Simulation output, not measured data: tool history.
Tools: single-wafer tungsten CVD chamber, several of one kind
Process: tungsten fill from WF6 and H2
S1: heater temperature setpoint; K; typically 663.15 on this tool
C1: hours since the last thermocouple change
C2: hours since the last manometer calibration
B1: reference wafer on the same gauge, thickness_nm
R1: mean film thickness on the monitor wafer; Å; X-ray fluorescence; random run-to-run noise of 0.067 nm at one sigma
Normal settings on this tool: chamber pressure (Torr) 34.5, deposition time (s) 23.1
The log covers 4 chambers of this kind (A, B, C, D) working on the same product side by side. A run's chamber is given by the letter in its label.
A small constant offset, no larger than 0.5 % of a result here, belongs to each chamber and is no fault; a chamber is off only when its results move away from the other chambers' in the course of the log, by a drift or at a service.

{"run": "1A", "hour": 6.8, "S1": 663.15, "chamber pressure (Torr)": 34.5, "deposition time (s)": 23.1, "C1": 2568.4, "C2": 248.0, "B1": 51.619, "R1": 597.21}
{"run": "2D", "hour": 16.4, "S1": 663.15, "chamber pressure (Torr)": 34.5, "deposition time (s)": 23.1, "C1": 483.6, "C2": 1148.8, "B1": 51.605, "R1": 592.52}
{"hour": 18.5, "done": "chamber B: thermocouple changed; heater temperature recalibrated"}
{"run": "3C", "hour": 25.2, "S1": 663.15, "chamber pressure (Torr)": 34.5, "deposition time (s)": 23.1, "C1": 1310.4, "C2": 214.9, "B1": 51.616, "R1": 596.38}
{"hour": 33.2, "done": "chamber C: thermocouple changed; heater temperature recalibrated"}
{"run": "4B", "hour": 34.9, "S1": 663.15, "chamber pressure (Torr)": 34.5, "deposition time (s)": 23.1, "C1": 16.5, "C2": 324.1, "B1": 51.612, "R1": 592.73}
{"run": "5D", "hour": 42.1, "S1": 663.15, "chamber pressure (Torr)": 34.5, "deposition time (s)": 23.1, "C1": 509.3, "C2": 1174.5, "B1": 51.647, "R1": 593.26}
{"run": "6A", "hour": 52.3, "S1": 663.15, "chamber pressure (Torr)": 34.5, "deposition time (s)": 23.1, "C1": 2613.9, "C2": 293.5, "B1": 51.622, "R1": 597.49}
{"run": "7C", "hour": 62.0, "S1": 663.15, "chamber pressure (Torr)": 34.5, "deposition time (s)": 23.1, "C1": 28.9, "C2": 251.7, "B1": 51.623, "R1": 596.07}
{"run": "8B", "hour": 72.9, "S1": 663.15, "chamber pressure (Torr)": 34.5, "deposition time (s)": 18.8, "C1": 54.5, "C2": 362.1, "B1": 51.642, "R1": 482.58}
{"run": "9B", "hour": 78.8, "S1": 663.15, "chamber pressure (Torr)": 34.5, "deposition time (s)": 18.8, "C1": 60.4, "C2": 368.0, "B1": 51.645, "R1": 482.31}
{"run": "10A", "hour": 87.4, "S1": 663.15, "chamber pressure (Torr)": 34.5, "deposition time (s)": 18.8, "C1": 2649.0, "C2": 328.6, "B1": 51.651, "R1": 486.36}
{"run": "11D", "hour": 96.3, "S1": 663.15, "chamber pressure (Torr)": 34.5, "deposition time (s)": 18.8, "C1": 563.5, "C2": 1228.7, "B1": 51.664, "R1": 482.44}
{"run": "12C", "hour": 104.5, "S1": 663.15, "chamber pressure (Torr)": 34.5, "deposition time (s)": 23.1, "C1": 71.4, "C2": 294.2, "B1": 51.665, "R1": 596.54}
{"run": "13C", "hour": 114.9, "S1": 663.15, "chamber pressure (Torr)": 39.1, "deposition time (s)": 23.1, "C1": 81.8, "C2": 304.6, "B1": 51.666, "R1": 632.58}
{"run": "14D", "hour": 126.1, "S1": 663.15, "chamber pressure (Torr)": 39.1, "deposition time (s)": 23.1, "C1": 593.3, "C2": 1258.5, "B1": 51.678, "R1": 629.04}
{"run": "15B", "hour": 131.8, "S1": 663.15, "chamber pressure (Torr)": 39.1, "deposition time (s)": 23.1, "C1": 113.4, "C2": 421.0, "B1": 51.694, "R1": 629.36}
{"run": "16A", "hour": 139.6, "S1": 663.15, "chamber pressure (Torr)": 39.1, "deposition time (s)": 23.1, "C1": 2701.2, "C2": 380.8, "B1": 51.697, "R1": 633.9}
{"run": "17A", "hour": 144.9, "S1": 663.15, "chamber pressure (Torr)": 34.5, "deposition time (s)": 23.1, "C1": 2706.5, "C2": 386.1, "B1": 51.716, "R1": 597.95}
{"run": "18C", "hour": 153.9, "S1": 663.15, "chamber pressure (Torr)": 34.5, "deposition time (s)": 23.1, "C1": 120.8, "C2": 343.6, "B1": 51.696, "R1": 596.94}
{"hour": 154.6, "done": "chamber A: thermocouple changed; heater temperature recalibrated"}
{"run": "19B", "hour": 158.7, "S1": 663.15, "chamber pressure (Torr)": 34.5, "deposition time (s)": 23.1, "C1": 140.3, "C2": 447.9, "B1": 51.707, "R1": 595.0}
{"run": "20D", "hour": 166.1, "S1": 663.15, "chamber pressure (Torr)": 34.5, "deposition time (s)": 23.1, "C1": 633.3, "C2": 1298.5, "B1": 51.697, "R1": 594.29}
{"run": "21D", "hour": 176.1, "S1": 663.15, "chamber pressure (Torr)": 34.5, "deposition time (s)": 23.1, "C1": 643.3, "C2": 1308.5, "B1": 51.721, "R1": 594.59}
{"run": "22C", "hour": 182.4, "S1": 663.15, "chamber pressure (Torr)": 34.5, "deposition time (s)": 23.1, "C1": 149.3, "C2": 372.1, "B1": 51.723, "R1": 597.42}
{"run": "23A", "hour": 193.2, "S1": 663.15, "chamber pressure (Torr)": 34.5, "deposition time (s)": 23.1, "C1": 38.6, "C2": 434.4, "B1": 51.741, "R1": 597.95}
{"run": "24B", "hour": 200.5, "S1": 663.15, "chamber pressure (Torr)": 34.5, "deposition time (s)": 23.1, "C1": 182.1, "C2": 489.7, "B1": 51.726, "R1": 594.02}
{"run": "25A", "hour": 211.1, "S1": 663.15, "chamber pressure (Torr)": 34.5, "deposition time (s)": 23.1, "C1": 56.5, "C2": 452.3, "B1": 51.729, "R1": 598.05}
{"run": "26D", "hour": 221.7, "S1": 663.15, "chamber pressure (Torr)": 34.5, "deposition time (s)": 23.1, "C1": 688.9, "C2": 1354.1, "B1": 51.751, "R1": 594.29}
{"run": "27C", "hour": 227.9, "S1": 663.15, "chamber pressure (Torr)": 34.5, "deposition time (s)": 23.1, "C1": 194.8, "C2": 417.6, "B1": 51.752, "R1": 596.52}
{"run": "28B", "hour": 234.6, "S1": 663.15, "chamber pressure (Torr)": 34.5, "deposition time (s)": 23.1, "C1": 216.2, "C2": 523.8, "B1": 51.753, "R1": 594.54}
{"run": "29C", "hour": 245.1, "S1": 663.15, "chamber pressure (Torr)": 34.5, "deposition time (s)": 23.1, "C1": 212.0, "C2": 434.8, "B1": 51.763, "R1": 596.45}
{"run": "30A", "hour": 253.4, "S1": 663.15, "chamber pressure (Torr)": 34.5, "deposition time (s)": 23.1, "C1": 98.8, "C2": 494.6, "B1": 51.776, "R1": 598.97}
{"run": "31D", "hour": 262.2, "S1": 663.15, "chamber pressure (Torr)": 34.5, "deposition time (s)": 23.1, "C1": 729.4, "C2": 1394.6, "B1": 51.778, "R1": 593.42}
{"run": "32B", "hour": 268.8, "S1": 663.15, "chamber pressure (Torr)": 42.0, "deposition time (s)": 23.1, "C1": 250.4, "C2": 558.0, "B1": 51.764, "R1": 652.15}
{"run": "33B", "hour": 278.0, "S1": 663.15, "chamber pressure (Torr)": 42.0, "deposition time (s)": 23.1, "C1": 259.6, "C2": 567.2, "B1": 51.777, "R1": 652.42}
{"run": "34C", "hour": 286.2, "S1": 663.15, "chamber pressure (Torr)": 42.0, "deposition time (s)": 23.1, "C1": 253.1, "C2": 475.9, "B1": 51.788, "R1": 653.14}
{"run": "35A", "hour": 294.9, "S1": 663.15, "chamber pressure (Torr)": 42.0, "deposition time (s)": 23.1, "C1": 140.3, "C2": 536.1, "B1": 51.795, "R1": 655.72}
{"run": "36D", "hour": 302.5, "S1": 669.15, "chamber pressure (Torr)": 28.1, "deposition time (s)": 23.1, "C1": 769.7, "C2": 1434.9, "B1": 51.797, "R1": 604.89}
{"run": "37C", "hour": 309.6, "S1": 669.15, "chamber pressure (Torr)": 28.1, "deposition time (s)": 23.1, "C1": 276.5, "C2": 499.3, "B1": 51.809, "R1": 606.64}
{"run": "38D", "hour": 317.8, "S1": 669.15, "chamber pressure (Torr)": 28.1, "deposition time (s)": 23.1, "C1": 785.0, "C2": 1450.2, "B1": 51.803, "R1": 604.32}
{"run": "39B", "hour": 328.6, "S1": 669.15, "chamber pressure (Torr)": 28.1, "deposition time (s)": 23.1, "C1": 310.2, "C2": 617.8, "B1": 51.802, "R1": 604.14}
{"run": "40A", "hour": 334.6, "S1": 663.15, "chamber pressure (Torr)": 34.5, "deposition time (s)": 23.1, "C1": 180.0, "C2": 575.8, "B1": 51.837, "R1": 598.55}
{"run": "41B", "hour": 340.3, "S1": 663.15, "chamber pressure (Torr)": 34.5, "deposition time (s)": 23.1, "C1": 321.9, "C2": 629.5, "B1": 51.827, "R1": 594.54}
{"run": "42D", "hour": 348.2, "S1": 663.15, "chamber pressure (Torr)": 34.5, "deposition time (s)": 20.0, "C1": 815.4, "C2": 1480.6, "B1": 51.83, "R1": 515.1}
{"run": "43A", "hour": 357.2, "S1": 663.15, "chamber pressure (Torr)": 34.5, "deposition time (s)": 20.0, "C1": 202.6, "C2": 598.4, "B1": 51.841, "R1": 518.64}

Each of the 4 chambers runs these same settings next. Fill in every chamber's results:
{"run": "44A", "hour": 365.2, "S1": 652.15, "chamber pressure (Torr)": 34.5, "deposition time (s)": 23.1, "R1": "?"}
{"run": "44B", "hour": 365.2, "S1": 652.15, "chamber pressure (Torr)": 34.5, "deposition time (s)": 23.1, "R1": "?"}
{"run": "44C", "hour": 365.2, "S1": 652.15, "chamber pressure (Torr)": 34.5, "deposition time (s)": 23.1, "R1": "?"}
{"run": "44D", "hour": 365.2, "S1": 652.15, "chamber pressure (Torr)": 34.5, "deposition time (s)": 23.1, "R1": "?"}

run=44A R1=483.68
run=44B R1=477.52
run=44C R1=480.22
run=44D R1=479.28
